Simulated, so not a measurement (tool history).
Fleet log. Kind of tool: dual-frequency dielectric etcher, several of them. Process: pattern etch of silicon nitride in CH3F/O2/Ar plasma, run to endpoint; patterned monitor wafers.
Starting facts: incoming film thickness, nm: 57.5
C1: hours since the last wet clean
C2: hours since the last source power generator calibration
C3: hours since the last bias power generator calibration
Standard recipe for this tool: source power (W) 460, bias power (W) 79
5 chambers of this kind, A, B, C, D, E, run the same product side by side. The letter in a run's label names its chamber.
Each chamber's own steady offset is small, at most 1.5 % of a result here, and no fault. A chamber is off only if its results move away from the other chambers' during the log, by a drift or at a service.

Run 1E, hour 14.6: usual settings; C1 91; C2 822.4; C3 698.9. Result: endpoint time (s) 77.05.
Run 2A, hour 25.8: usual settings; C1 314.7; C2 540.5; C3 2559.6. Result: endpoint time (s) 76.269.
Run 3B, hour 32.9: usual settings; C1 87.2; C2 174.5; C3 1354.8. Result: endpoint time (s) 76.81.
Run 4C, hour 47.5: usual settings; C1 253.7; C2 4590; C3 3225.7. Result: endpoint time (s) 75.622.
Run 5D, hour 59.2: usual settings; C1 77; C2 948; C3 1437. Result: endpoint time (s) 77.043.
Run 6D, hour 72.6: usual settings but source power (W) 580, bias power (W) 67; C1 90.4; C2 961.4; C3 1450.4. Result: endpoint time (s) 75.12.
Run 7A, hour 88.6: usual settings but source power (W) 580, bias power (W) 67; C1 377.5; C2 603.3; C3 2622.4. Result: endpoint time (s) 73.377.
Run 8C, hour 98.3: usual settings but source power (W) 580, bias power (W) 67; C1 304.5; C2 4640.8; C3 3276.5. Result: endpoint time (s) 73.773.
Run 9B, hour 111.6: usual settings but source power (W) 580, bias power (W) 67; C1 165.9; C2 253.2; C3 1433.5. Result: endpoint time (s) 74.855.
Run 10E, hour 127.6: usual settings but source power (W) 580, bias power (W) 67; C1 204; C2 935.4; C3 811.9. Result: endpoint time (s) 74.268.
Run 11A, hour 138.2: usual settings; C1 427.1; C2 652.9; C3 2672. Result: endpoint time (s) 75.676.
Run 12C, hour 146: usual settings but source power (W) 390, bias power (W) 69; C1 352.2; C2 4688.5; C3 3324.2. Result: endpoint time (s) 85.186.
Run 13E, hour 156.8: usual settings but source power (W) 390, bias power (W) 69; C1 233.2; C2 964.6; C3 841.1. Result: endpoint time (s) 84.625.
Run 14D, hour 170.9: usual settings but source power (W) 390, bias power (W) 69; C1 188.7; C2 1059.7; C3 1548.7. Result: endpoint time (s) 86.182.
At hour 174.2: chamber C: wet clean of the chamber.
Run 15B, hour 181: usual settings but source power (W) 390, bias power (W) 69; C1 235.3; C2 322.6; C3 1502.9. Result: endpoint time (s) 85.029.
Run 16D, hour 194.4: usual settings but source power (W) 390, bias power (W) 69; C1 212.2; C2 1083.2; C3 1572.2. Result: endpoint time (s) 86.314.
Run 17A, hour 206.8: usual settings but source power (W) 350, bias power (W) 72; C1 495.7; C2 721.5; C3 2740.6. Result: endpoint time (s) 86.956.
Run 18E, hour 219.2: usual settings but source power (W) 350, bias power (W) 72; C1 295.6; C2 1027; C3 903.5. Result: endpoint time (s) 88.482.
At hour 223.6: chamber A: wet clean of the chamber.
Run 19C, hour 227.4: usual settings but source power (W) 350, bias power (W) 72; C1 53.2; C2 4769.9; C3 3405.6. Result: endpoint time (s) 88.804.
Run 20B, hour 237.5: usual settings but source power (W) 350, bias power (W) 72; C1 291.8; C2 379.1; C3 1559.4. Result: endpoint time (s) 88.037.
Run 21E, hour 253.4: usual settings but source power (W) 350, bias power (W) 72; C1 329.8; C2 1061.2; C3 937.7. Result: endpoint time (s) 86.603.
Run 22A, hour 261.9: usual settings; C1 38.3; C2 776.6; C3 2795.7. Result: endpoint time (s) 76.012.
Run 23D, hour 276.8: usual settings; C1 294.6; C2 1165.6; C3 1654.6. Result: endpoint time (s) 77.592.
Run 24B, hour 288.4: usual settings; C1 342.7; C2 430; C3 1610.3. Result: endpoint time (s) 77.372.
Run 25C, hour 302.5: usual settings; C1 128.3; C2 4845; C3 3480.7. Result: endpoint time (s) 75.125.
Run 26D, hour 318.6: usual settings; C1 336.4; C2 1207.4; C3 1696.4. Result: endpoint time (s) 77.943.
Run 27A, hour 327.5: usual settings; C1 103.9; C2 842.2; C3 2861.3. Result: endpoint time (s) 75.223.
Run 28B, hour 342.4: usual settings but source power (W) 580; C1 396.7; C2 484; C3 1664.3. Result: endpoint time (s) 70.709.
Run 29E, hour 356.7: usual settings but source power (W) 580; C1 433.1; C2 1164.5; C3 1041. Result: endpoint time (s) 69.833.
Run 30C, hour 366.8: usual settings but source power (W) 580; C1 192.6; C2 4909.3; C3 3545. Result: endpoint time (s) 69.879.
Run 31A, hour 375: usual settings but source power (W) 580; C1 151.4; C2 889.7; C3 2908.8. Result: endpoint time (s) 70.203.
Run 32B, hour 385.9: usual settings but source power (W) 580; C1 440.2; C2 527.5; C3 1707.8. Result: endpoint time (s) 69.949.
Run 33C, hour 393.1: usual settings; C1 218.9; C2 4935.6; C3 3571.3. Result: endpoint time (s) 76.39.

Decide between three cases: one chamber stands off from its peers, the gauge reading all wafers drifts, or nothing is wrong past each chamber's small offset. Where a chamber is off, say which and what most likely put it there.

Neither any chamber nor the gauge drifts; the chambers differ only by their own small, steady offsets.
